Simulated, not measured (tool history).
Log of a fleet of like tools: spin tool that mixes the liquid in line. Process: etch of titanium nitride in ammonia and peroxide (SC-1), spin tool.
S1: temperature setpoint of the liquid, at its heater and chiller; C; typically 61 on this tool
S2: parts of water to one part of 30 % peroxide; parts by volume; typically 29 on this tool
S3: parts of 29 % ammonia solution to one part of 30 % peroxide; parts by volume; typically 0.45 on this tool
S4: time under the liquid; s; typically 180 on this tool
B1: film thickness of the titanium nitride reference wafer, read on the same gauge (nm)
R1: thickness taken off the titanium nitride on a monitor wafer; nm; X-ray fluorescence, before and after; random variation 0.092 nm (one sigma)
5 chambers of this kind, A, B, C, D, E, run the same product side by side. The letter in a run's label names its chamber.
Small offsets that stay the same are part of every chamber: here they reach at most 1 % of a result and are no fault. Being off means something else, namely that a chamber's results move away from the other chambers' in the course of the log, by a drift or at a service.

| run | hour | S1 | S2 | S3 | S4 | B1 | R1 |
|---|---|---|---|---|---|---|---|
| 1A | 3.9 | 61 | 29 | 0.45 | 180 | 130.03 | 17.972 |
| 2B | 7.8 | 61 | 29 | 0.45 | 180 | 129.99 | 18.077 |
| 3D | 13.3 | 61 | 29 | 0.45 | 180 | 130 | 18.021 |
| 4E | 17.9 | 61 | 29 | 0.45 | 180 | 129.99 | 18.057 |
| 5C | 23.1 | 61 | 29 | 0.45 | 180 | 130 | 17.961 |
|  | 27.7 | chamber B: new drum of ammonia solution connected |
| 6C | 29.4 | 61 | 29 | 0.45 | 180 | 129.98 | 17.814 |
| 7B | 33.5 | 57 | 15 | 0.45 | 180 | 130 | 20.218 |
|  | 36.3 | chamber A: new drum of ammonia solution connected |
| 8D | 37.3 | 57 | 15 | 0.45 | 180 | 130.01 | 20.017 |
| 9E | 45.1 | 57 | 15 | 0.45 | 180 | 129.97 | 20.062 |
| 10A | 51.5 | 57 | 15 | 0.45 | 180 | 130 | 19.949 |
| 11C | 55.3 | 57 | 15 | 0.45 | 180 | 130.02 | 19.82 |
| 12E | 63.7 | 61 | 29 | 0.45 | 180 | 130.02 | 18.099 |
| 13A | 71 | 61 | 29 | 0.45 | 180 | 129.98 | 17.912 |
| 14B | 79.5 | 61 | 29 | 0.45 | 180 | 130.03 | 17.988 |
| 15D | 86.7 | 61 | 29 | 0.45 | 180 | 129.99 | 17.563 |
| 16B | 92.1 | 61 | 29 | 0.45 | 85 | 129.98 | 8.5475 |
|  | 98.1 | chamber D: heated supply line repaired |
| 17C | 100 | 61 | 29 | 0.45 | 85 | 130 | 8.4223 |
| 18D | 104.1 | 61 | 29 | 0.45 | 85 | 129.99 | 8.2938 |
| 19E | 107.8 | 61 | 29 | 0.45 | 85 | 130.02 | 8.5341 |
|  | 110.4 | chamber E: new drum of ammonia solution connected |
| 20A | 112.4 | 61 | 29 | 0.45 | 85 | 129.98 | 8.3988 |
| 21D | 118.6 | 61 | 29 | 0.45 | 180 | 130.01 | 17.448 |
| 22A | 123.1 | 61 | 29 | 0.45 | 180 | 130 | 17.801 |
| 23C | 130.8 | 56.5 | 29 | 0.3 | 180 | 130.05 | 12.359 |
| 24B | 138.2 | 56.5 | 29 | 0.3 | 180 | 129.93 | 12.32 |
|  | 142.9 | chamber D: new drum of ammonia solution connected |
| 25E | 144.5 | 56.5 | 29 | 0.3 | 180 | 130 | 12.448 |
| 26E | 152.3 | 56.5 | 29 | 0.3 | 180 | 129.96 | 12.405 |
| 27A | 159.9 | 56.5 | 29 | 0.3 | 180 | 130.01 | 12.335 |
| 28C | 164.6 | 61 | 29 | 0.45 | 180 | 130.06 | 17.824 |
| 29B | 169.5 | 61 | 29 | 0.45 | 180 | 130.03 | 18.11 |
| 30D | 173.4 | 61 | 29 | 0.45 | 180 | 130.01 | 16.926 |

For the next run the whole fleet of 5 chambers uses the same settings. Give each chamber's results:
| 31A | 179.5 | 61 | 29 | 0.45 | 180 |  | ? |
| 31B | 179.5 | 61 | 29 | 0.45 | 180 |  | ? |
| 31C | 179.5 | 61 | 29 | 0.45 | 180 |  | ? |
| 31D | 179.5 | 61 | 29 | 0.45 | 180 |  | ? |
| 31E | 179.5 | 61 | 29 | 0.45 | 180 |  | ? |

| run | R1 |
|---|---|
| 31A | 17.935 |
| 31B | 18.213 |
| 31C | 17.797 |
| 31D | 16.831 |
| 31E | 18.012 |

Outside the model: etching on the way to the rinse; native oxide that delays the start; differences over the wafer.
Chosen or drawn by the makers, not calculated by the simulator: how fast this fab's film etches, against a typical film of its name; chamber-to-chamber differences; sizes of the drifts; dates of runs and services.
